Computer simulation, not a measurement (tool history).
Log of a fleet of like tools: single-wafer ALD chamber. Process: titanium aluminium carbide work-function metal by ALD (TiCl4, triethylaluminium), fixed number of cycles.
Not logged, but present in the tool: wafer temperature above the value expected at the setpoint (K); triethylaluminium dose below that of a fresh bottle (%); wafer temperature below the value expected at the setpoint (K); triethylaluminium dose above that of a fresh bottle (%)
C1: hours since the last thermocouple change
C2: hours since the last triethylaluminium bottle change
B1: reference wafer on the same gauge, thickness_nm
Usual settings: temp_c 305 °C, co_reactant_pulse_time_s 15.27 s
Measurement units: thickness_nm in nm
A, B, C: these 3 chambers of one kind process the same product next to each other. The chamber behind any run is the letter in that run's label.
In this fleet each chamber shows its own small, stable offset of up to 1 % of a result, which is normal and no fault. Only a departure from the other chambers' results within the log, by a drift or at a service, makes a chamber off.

Run 1B, hour 3.7: usual settings; C1 2003.2; C2 563.5; B1 1.7003. Result: thickness_nm 2.0952 nm.
Run 2C, hour 10.3: usual settings; C1 217.8; C2 803.3; B1 1.6995. Result: thickness_nm 2.096 nm.
Run 3A, hour 13.9: usual settings; C1 546.3; C2 115.1; B1 1.7002. Result: thickness_nm 2.1227 nm.
Run 4A, hour 20.2: usual settings; C1 552.6; C2 121.4; B1 1.7014. Result: thickness_nm 2.1153 nm.
Run 5C, hour 24.4: usual settings; C1 231.9; C2 817.4; B1 1.6992. Result: thickness_nm 2.0955 nm.
Run 6B, hour 29.4: usual settings; C1 2028.9; C2 589.2; B1 1.6988. Result: thickness_nm 2.0885 nm.
Run 7C, hour 33.8: usual settings; C1 241.3; C2 826.8; B1 1.6987. Result: thickness_nm 2.0968 nm.
Run 8A, hour 40.6: usual settings; C1 573; C2 141.8; B1 1.7002. Result: thickness_nm 2.1031 nm.
Run 9B, hour 46: usual settings but temp_c 293 °C, co_reactant_pulse_time_s 10.37 s; C1 2045.5; C2 605.8; B1 1.6997. Result: thickness_nm 1.94 nm.
Run 10A, hour 49.3: usual settings but temp_c 293 °C, co_reactant_pulse_time_s 10.37 s; C1 581.7; C2 150.5; B1 1.7002. Result: thickness_nm 1.9541 nm.
Run 11C, hour 56.6: usual settings but temp_c 293 °C, co_reactant_pulse_time_s 10.37 s; C1 264.1; C2 849.6; B1 1.7004. Result: thickness_nm 1.9387 nm.
Run 12B, hour 64.2: usual settings; C1 2063.7; C2 624; B1 1.7003. Result: thickness_nm 2.0904 nm.
Run 13C, hour 70.5: usual settings; C1 278; C2 863.5; B1 1.6997. Result: thickness_nm 2.0887 nm.
Run 14B, hour 74: usual settings; C1 2073.5; C2 633.8; B1 1.6996. Result: thickness_nm 2.084 nm.
Run 15A, hour 78.8: usual settings but temp_c 313 °C, co_reactant_pulse_time_s 20.72 s; C1 611.2; C2 180; B1 1.6991. Result: thickness_nm 2.2073 nm.
Run 16C, hour 85.4: usual settings but temp_c 313 °C, co_reactant_pulse_time_s 20.72 s; C1 292.9; C2 878.4; B1 1.7004. Result: thickness_nm 2.1791 nm.
Run 17A, hour 89.1: usual settings but temp_c 313 °C, co_reactant_pulse_time_s 20.72 s; C1 621.5; C2 190.3; B1 1.6989. Result: thickness_nm 2.2 nm.
Run 18B, hour 95.7: usual settings; C1 2095.2; C2 655.5; B1 1.6996. Result: thickness_nm 2.0903 nm.
Run 19C, hour 99.5: usual settings but temp_c 312 °C; C1 307; C2 892.5; B1 1.7005. Result: thickness_nm 2.1492 nm.
Run 20A, hour 103.8: usual settings but temp_c 312 °C; C1 636.2; C2 205; B1 1.7003. Result: thickness_nm 2.1704 nm.
Run 21B, hour 110.6: usual settings but temp_c 312 °C; C1 2110.1; C2 670.4; B1 1.7006. Result: thickness_nm 2.168 nm.
Run 22A, hour 114.7: usual settings but temp_c 292 °C, co_reactant_pulse_time_s 11.85 s; C1 647.1; C2 215.9; B1 1.7014. Result: thickness_nm 1.9681 nm.
Run 23C, hour 122.4: usual settings but temp_c 292 °C, co_reactant_pulse_time_s 11.85 s; C1 329.9; C2 915.4; B1 1.7. Result: thickness_nm 1.9505 nm.
Run 24B, hour 129.7: usual settings but temp_c 292 °C, co_reactant_pulse_time_s 11.85 s; C1 2129.2; C2 689.5; B1 1.7002. Result: thickness_nm 1.957 nm.
Run 25B, hour 133.5: usual settings; C1 2133; C2 693.3; B1 1.6997. Result: thickness_nm 2.0886 nm.
Run 26A, hour 140.1: usual settings; C1 672.5; C2 241.3; B1 1.6998. Result: thickness_nm 2.1162 nm.
Run 27C, hour 147.4: usual settings; C1 354.9; C2 940.4; B1 1.7008. Result: thickness_nm 2.0975 nm.
Run 28C, hour 153.4: usual settings; C1 360.9; C2 946.4; B1 1.6999. Result: thickness_nm 2.0869 nm.
Run 29B, hour 160.3: usual settings but temp_c 297 °C, co_reactant_pulse_time_s 19.48 s; C1 2159.8; C2 720.1; B1 1.6992. Result: thickness_nm 2.0267 nm.
Run 30A, hour 165: usual settings but temp_c 297 °C, co_reactant_pulse_time_s 19.48 s; C1 697.4; C2 266.2; B1 1.7009. Result: thickness_nm 2.0467 nm.
Run 31A, hour 170.3: usual settings but temp_c 297 °C, co_reactant_pulse_time_s 19.48 s; C1 702.7; C2 271.5; B1 1.6993. Result: thickness_nm 2.053 nm.
Run 32B, hour 177.6: usual settings; C1 2177.1; C2 737.4; B1 1.7005. Result: thickness_nm 2.0974 nm.
Run 33C, hour 181: usual settings; C1 388.5; C2 974; B1 1.6998. Result: thickness_nm 2.0816 nm.
Run 34B, hour 185.2: usual settings; C1 2184.7; C2 745; B1 1.7. Result: thickness_nm 2.0982 nm.
Run 35A, hour 191.9: usual settings; C1 724.3; C2 293.1; B1 1.7. Result: thickness_nm 2.1102 nm.
Run 36C, hour 198.2: usual settings; C1 405.7; C2 991.2; B1 1.7009. Result: thickness_nm 2.0945 nm.
Run 37C, hour 204.7: usual settings; C1 412.2; C2 997.7; B1 1.6994. Result: thickness_nm 2.0883 nm.

Next, all 3 chambers run the settings below, one line each with question marks for the results. What does each chamber give?
Run 38A, hour 210.2: usual settings. Result: thickness_nm ?.
Run 38B, hour 210.2: usual settings. Result: thickness_nm ?.
Run 38C, hour 210.2: usual settings. Result: thickness_nm ?.

run  thickness_nm
38A         2.106
38B        2.0994
38C        2.0877
